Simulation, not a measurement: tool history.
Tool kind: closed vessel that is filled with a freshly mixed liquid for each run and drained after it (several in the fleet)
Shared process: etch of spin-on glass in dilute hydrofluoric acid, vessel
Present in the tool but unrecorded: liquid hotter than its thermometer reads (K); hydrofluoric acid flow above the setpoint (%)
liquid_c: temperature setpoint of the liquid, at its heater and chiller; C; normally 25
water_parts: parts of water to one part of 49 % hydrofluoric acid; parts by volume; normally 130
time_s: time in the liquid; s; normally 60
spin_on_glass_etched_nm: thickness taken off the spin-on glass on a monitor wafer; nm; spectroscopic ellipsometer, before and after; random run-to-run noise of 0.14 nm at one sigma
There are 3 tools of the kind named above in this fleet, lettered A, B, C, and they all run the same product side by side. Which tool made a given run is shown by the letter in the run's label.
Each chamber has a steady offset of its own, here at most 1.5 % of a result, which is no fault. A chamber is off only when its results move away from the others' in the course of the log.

| run | hour | liquid_c | water_parts | time_s | hours since the thermometer was replaced | hours since the hydrofluoric acid flow meter was replaced | read-back film thickness of the spin-on glass reference wafer, read on the same gauge (nm) | spin_on_glass_etched_nm |
|---|---|---|---|---|---|---|---|---|
| 1B | 4.8 | 25 | 130 | 60 | 1075.8 | 257 | 70 | 14.618 |
| 2A | 12.8 | 25 | 130 | 60 | 917.2 | 1244.8 | 70.004 | 15.066 |
| 3C | 20.2 | 25 | 130 | 60 | 1163 | 499.6 | 70.012 | 14.589 |
| 4B | 30.2 | 25 | 130 | 60 | 1101.2 | 282.4 | 70.022 | 14.542 |
| 5A | 40.3 | 25 | 130 | 60 | 944.7 | 1272.3 | 70.045 | 14.928 |
| 6C | 45.5 | 25 | 150 | 60 | 1188.3 | 524.9 | 69.959 | 12.577 |
| 7A | 52.3 | 25 | 150 | 60 | 956.7 | 1284.3 | 69.998 | 12.47 |
|  | 58.9 | chamber B: thermometer replaced |
| 8B | 60.9 | 25 | 150 | 60 | 2.1 | 313.1 | 70.06 | 12.266 |
| 9C | 69.5 | 25 | 130 | 45 | 1212.3 | 548.9 | 69.977 | 11.133 |
| 10C | 75.7 | 25 | 130 | 45 | 1218.5 | 555.1 | 69.951 | 10.98 |
| 11A | 83.3 | 25 | 130 | 45 | 987.7 | 1315.3 | 69.985 | 11.211 |
| 12B | 89.3 | 25 | 130 | 60 | 30.5 | 341.5 | 70.036 | 14.669 |
| 13C | 95.1 | 25 | 130 | 60 | 1237.9 | 574.5 | 70.005 | 14.934 |
| 14A | 104.7 | 25 | 190 | 40 | 1009.1 | 1336.7 | 70.018 | 6.2308 |
| 15B | 110.3 | 25 | 190 | 40 | 51.5 | 362.5 | 70.013 | 6.1357 |
| 16A | 116.5 | 25 | 190 | 40 | 1020.9 | 1348.5 | 70.006 | 6.4195 |
| 17C | 126.2 | 25 | 130 | 35 | 1269 | 605.6 | 70.002 | 8.9446 |
| 18B | 134.2 | 25 | 130 | 35 | 75.4 | 386.4 | 69.975 | 8.4945 |
| 19C | 140.1 | 25 | 130 | 35 | 1282.9 | 619.5 | 69.998 | 8.8044 |
|  | 149.4 | chamber A: thermometer replaced |
| 20B | 149.9 | 25 | 130 | 60 | 91.1 | 402.1 | 69.993 | 14.513 |
| 21A | 156.7 | 25 | 130 | 60 | 7.3 | 1388.7 | 70 | 14.658 |
| 22A | 166.5 | 25 | 130 | 60 | 17.1 | 1398.5 | 69.995 | 14.965 |
| 23C | 173.9 | 25 | 130 | 60 | 1316.7 | 653.3 | 70.003 | 15.249 |
| 24B | 181.8 | 25 | 130 | 60 | 123 | 434 | 70.003 | 14.495 |
| 25B | 188.4 | 25 | 130 | 60 | 129.6 | 440.6 | 70.001 | 14.535 |
|  | 191.9 | chamber B: hydrofluoric acid flow meter replaced |
| 26C | 193.8 | 20.5 | 130 | 60 | 1336.6 | 673.2 | 70.027 | 12.964 |
| 27A | 202.5 | 20.5 | 130 | 60 | 53.1 | 1434.5 | 69.977 | 12.319 |
| 28B | 210.1 | 20.5 | 130 | 60 | 151.3 | 18.3 | 70.034 | 12.144 |
| 29C | 218.8 | 25 | 90 | 80 | 1361.6 | 698.2 | 69.984 | 31.676 |
| 30A | 224.7 | 25 | 90 | 80 | 75.3 | 1456.7 | 69.994 | 29.992 |
| 31A | 233.8 | 25 | 90 | 80 | 84.4 | 1465.8 | 70.027 | 29.905 |
| 32C | 242.3 | 22.5 | 130 | 60 | 1385.1 | 721.7 | 69.991 | 14.268 |
| 33B | 252.5 | 22.5 | 130 | 60 | 193.7 | 60.7 | 69.995 | 12.965 |
| 34C | 258.1 | 22.5 | 130 | 60 | 1400.9 | 737.5 | 69.945 | 14.371 |
| 35B | 266 | 25 | 130 | 60 | 207.2 | 74.2 | 69.99 | 14.519 |
| 36A | 275.2 | 25 | 130 | 60 | 125.8 | 1507.2 | 69.98 | 14.949 |
| 37B | 285.1 | 25 | 130 | 60 | 226.3 | 93.3 | 69.989 | 14.565 |
| 38A | 293.7 | 25 | 130 | 60 | 144.3 | 1525.7 | 70.004 | 14.953 |
| 39C | 299.6 | 25 | 130 | 60 | 1442.4 | 779 | 69.964 | 15.837 |
| 40B | 308.5 | 25 | 130 | 60 | 249.7 | 116.7 | 70.036 | 14.555 |
| 41C | 316.2 | 25 | 130 | 60 | 1459 | 795.6 | 69.965 | 16.586 |
| 42A | 322.2 | 25 | 130 | 60 | 172.8 | 1554.2 | 70.019 | 14.814 |
| 43A | 327.2 | 25 | 130 | 60 | 177.8 | 1559.2 | 69.936 | 14.899 |

Does one chamber stand apart from the rest, does the shared gauge drift, or is all well apart from small per-chamber offsets? Give the chamber and the most likely cause, where there is one.

Chamber C drifts away from the others.
What lies behind it: hydrofluoric acid flow above the setpoint (%) = 10.1.
From this log alone, it may not be told apart from: liquid hotter than its thermometer reads (K).

Chamber C could run next with any of the 4 candidate recipes listed below; each alters the usual settings, and their results appear as question marks. Which one brings its results back in line with what the other chambers deliver on the usual settings?
In line here means within this much of the mean the other chambers give on the usual settings: spin_on_glass_etched_nm 0.51 nm
| 44C-1 | 334.7 | 25 | 125 | 65 |  |  |  | ? |
| 44C-2 | 334.7 | 25 | 125 | 60 |  |  |  | ? |
| 44C-3 | 334.7 | 25 | 145 | 60 |  |  |  | ? |
| 44C-4 | 334.7 | 25 | 135 | 60 |  |  |  | ? |

What the other chambers average on the usual settings: spin_on_glass_etched_nm 14.693 nm
| run | spin_on_glass_etched_nm |
|---|---|
| 44C-1 | 18.742 |
| 44C-2 | 17.301 |
| 44C-3 | 14.606 |
| 44C-4 | 15.852 |
The right change is 44C-3: it brings the chamber back within the allowed miss of the others.

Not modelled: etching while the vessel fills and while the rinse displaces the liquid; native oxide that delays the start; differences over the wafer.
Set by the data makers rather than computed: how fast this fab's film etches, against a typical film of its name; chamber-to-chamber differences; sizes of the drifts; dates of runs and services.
